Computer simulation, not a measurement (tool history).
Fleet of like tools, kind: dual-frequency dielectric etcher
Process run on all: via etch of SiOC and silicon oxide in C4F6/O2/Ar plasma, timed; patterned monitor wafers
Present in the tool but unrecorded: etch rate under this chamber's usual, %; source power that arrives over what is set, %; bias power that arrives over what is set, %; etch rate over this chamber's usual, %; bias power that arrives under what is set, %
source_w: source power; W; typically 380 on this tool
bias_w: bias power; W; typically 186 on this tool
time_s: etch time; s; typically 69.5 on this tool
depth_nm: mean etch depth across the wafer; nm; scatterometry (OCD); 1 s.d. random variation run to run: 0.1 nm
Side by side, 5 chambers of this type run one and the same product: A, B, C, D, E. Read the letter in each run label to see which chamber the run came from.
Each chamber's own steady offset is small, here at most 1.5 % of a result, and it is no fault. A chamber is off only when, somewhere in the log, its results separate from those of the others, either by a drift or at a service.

| run | day | source_w | bias_w | time_s | hours since the last wet clean | hours since the last source power generator calibration | hours since the last bias power generator calibration | read-back reference wafer on the same gauge, depth_nm | depth_nm |
|---|---|---|---|---|---|---|---|---|---|
| 1B | 0.596 | 380 | 186 | 69.5 | 263.4 | 1033.5 | 928.5 | 72.818 | 78.280 |
| 2A | 1.117 | 380 | 186 | 69.5 | 113.1 | 798.2 | 51.1 | 72.841 | 78.576 |
| 3D | 1.512 | 380 | 186 | 69.5 | 53.0 | 5245.5 | 3632.2 | 72.838 | 78.289 |
| 4C | 2.100 | 380 | 186 | 69.5 | 78.8 | 1744.2 | 788.3 | 72.858 | 78.359 |
| 5E | 2.604 | 380 | 186 | 69.5 | 86.4 | 771.2 | 114.9 | 72.858 | 77.718 |
| 6C | 3.179 | 380 | 186 | 69.5 | 104.7 | 1770.1 | 814.2 | 72.866 | 78.320 |
| 7B | 3.762 | 380 | 186 | 69.5 | 339.4 | 1109.5 | 1004.5 | 72.849 | 77.983 |
| 8E | 4.379 | 380 | 186 | 69.5 | 129.0 | 813.8 | 157.5 | 72.878 | 78.003 |
| 9A | 4.971 | 380 | 186 | 69.5 | 205.6 | 890.7 | 143.6 | 72.879 | 78.482 |
| 10D | 5.575 | 380 | 186 | 62.5 | 150.5 | 5343.0 | 3729.7 | 72.878 | 70.388 |
|  | 6.054 | chamber D: source power generator calibrated |
| 11E | 6.083 | 380 | 186 | 62.5 | 169.9 | 854.7 | 198.4 | 72.901 | 69.980 |
|  | 6.242 | chamber B: wet clean of the chamber |
| 12B | 6.667 | 380 | 186 | 62.5 | 10.2 | 1179.2 | 1074.2 | 72.908 | 70.339 |
| 13A | 7.246 | 380 | 186 | 62.5 | 260.2 | 945.3 | 198.2 | 72.946 | 70.630 |
| 14D | 7.846 | 380 | 186 | 62.5 | 205.0 | 43.1 | 3784.2 | 72.937 | 70.452 |
| 15C | 8.358 | 450 | 161 | 69.5 | 229.0 | 1894.4 | 938.5 | 72.943 | 79.952 |
| 16C | 8.675 | 450 | 161 | 69.5 | 236.6 | 1902.0 | 946.1 | 72.969 | 80.071 |
| 17A | 9.038 | 450 | 161 | 69.5 | 303.2 | 988.3 | 241.2 | 72.945 | 80.352 |
| 18D | 9.388 | 450 | 161 | 69.5 | 242.0 | 80.1 | 3821.2 | 72.971 | 80.089 |
|  | 9.725 | chamber D: bias power generator calibrated |
| 19B | 9.921 | 450 | 161 | 69.5 | 88.3 | 1257.3 | 1152.3 | 72.980 | 79.764 |
| 20E | 10.462 | 380 | 186 | 69.5 | 275.0 | 959.8 | 303.5 | 72.971 | 77.945 |
| 21D | 11.008 | 380 | 186 | 69.5 | 280.9 | 119.0 | 30.9 | 72.987 | 78.497 |
| 22E | 11.379 | 380 | 186 | 69.5 | 297.0 | 981.8 | 325.5 | 72.973 | 78.150 |
| 23B | 12.017 | 380 | 186 | 69.5 | 138.6 | 1307.6 | 1202.6 | 73.018 | 78.471 |
| 24A | 12.329 | 300 | 186 | 81.5 | 382.2 | 1067.3 | 320.2 | 72.991 | 84.350 |
| 25C | 13.000 | 300 | 186 | 81.5 | 340.4 | 2005.8 | 1049.9 | 73.032 | 83.912 |
| 26C | 13.300 | 300 | 186 | 81.5 | 347.6 | 2013.0 | 1057.1 | 73.051 | 83.814 |
|  | 13.650 | chamber A: wet clean of the chamber |
| 27E | 13.971 | 300 | 186 | 81.5 | 359.2 | 1044.0 | 387.7 | 73.046 | 83.623 |
| 28A | 14.350 | 300 | 186 | 81.5 | 16.9 | 1115.8 | 368.7 | 73.032 | 84.624 |
| 29D | 14.762 | 380 | 186 | 69.5 | 371.0 | 209.1 | 121.0 | 73.068 | 78.477 |
| 30B | 15.379 | 380 | 186 | 69.5 | 219.3 | 1388.3 | 1283.3 | 73.058 | 78.506 |
| 31B | 15.817 | 380 | 186 | 69.5 | 229.8 | 1398.8 | 1293.8 | 73.064 | 78.608 |
| 32C | 16.129 | 380 | 186 | 69.5 | 415.5 | 2080.9 | 1125.0 | 73.095 | 78.680 |
|  | 16.521 | chamber C: wet clean of the chamber |
| 33D | 16.800 | 380 | 186 | 69.5 | 419.9 | 258.0 | 169.9 | 73.095 | 78.629 |
| 34A | 17.258 | 380 | 186 | 69.5 | 86.7 | 1185.6 | 438.5 | 73.077 | 78.869 |
| 35E | 17.571 | 380 | 207 | 54.0 | 445.6 | 1130.4 | 474.1 | 73.098 | 62.948 |
| 36B | 18.033 | 380 | 207 | 54.0 | 283.0 | 1452.0 | 1347.0 | 73.100 | 63.194 |
| 37D | 18.379 | 380 | 207 | 54.0 | 457.8 | 295.9 | 207.8 | 73.133 | 63.231 |
| 38C | 19.062 | 380 | 207 | 54.0 | 61.0 | 2151.3 | 1195.4 | 73.120 | 63.345 |
| 39A | 19.504 | 380 | 207 | 54.0 | 140.6 | 1239.5 | 492.4 | 73.158 | 63.573 |
| 40E | 20.092 | 380 | 186 | 69.5 | 506.1 | 1190.9 | 534.6 | 73.147 | 78.341 |
|  | 20.429 | chamber D: wet clean of the chamber |
| 41D | 20.717 | 380 | 186 | 69.5 | 6.9 | 352.0 | 263.9 | 73.158 | 78.651 |
| 42E | 21.354 | 380 | 186 | 69.5 | 536.4 | 1221.2 | 564.9 | 73.184 | 78.176 |
|  | 21.358 | chamber B: wet clean of the chamber |
| 43A | 21.788 | 380 | 186 | 69.5 | 195.4 | 1294.3 | 547.2 | 73.188 | 79.127 |
| 44B | 22.479 | 380 | 186 | 69.5 | 27.0 | 1558.7 | 1453.7 | 73.187 | 78.564 |

Predict what each chamber gives when all 5 of them run the settings below next.
| 45A | 22.979 | 380 | 186 | 69.5 |  |  |  |  | ? |
| 45B | 22.979 | 380 | 186 | 69.5 |  |  |  |  | ? |
| 45C | 22.979 | 380 | 186 | 69.5 |  |  |  |  | ? |
| 45D | 22.979 | 380 | 186 | 69.5 |  |  |  |  | ? |
| 45E | 22.979 | 380 | 186 | 69.5 |  |  |  |  | ? |

| run | depth_nm |
|---|---|
| 45A | 79.106 |
| 45B | 78.447 |
| 45C | 78.673 |
| 45D | 78.855 |
| 45E | 78.392 |
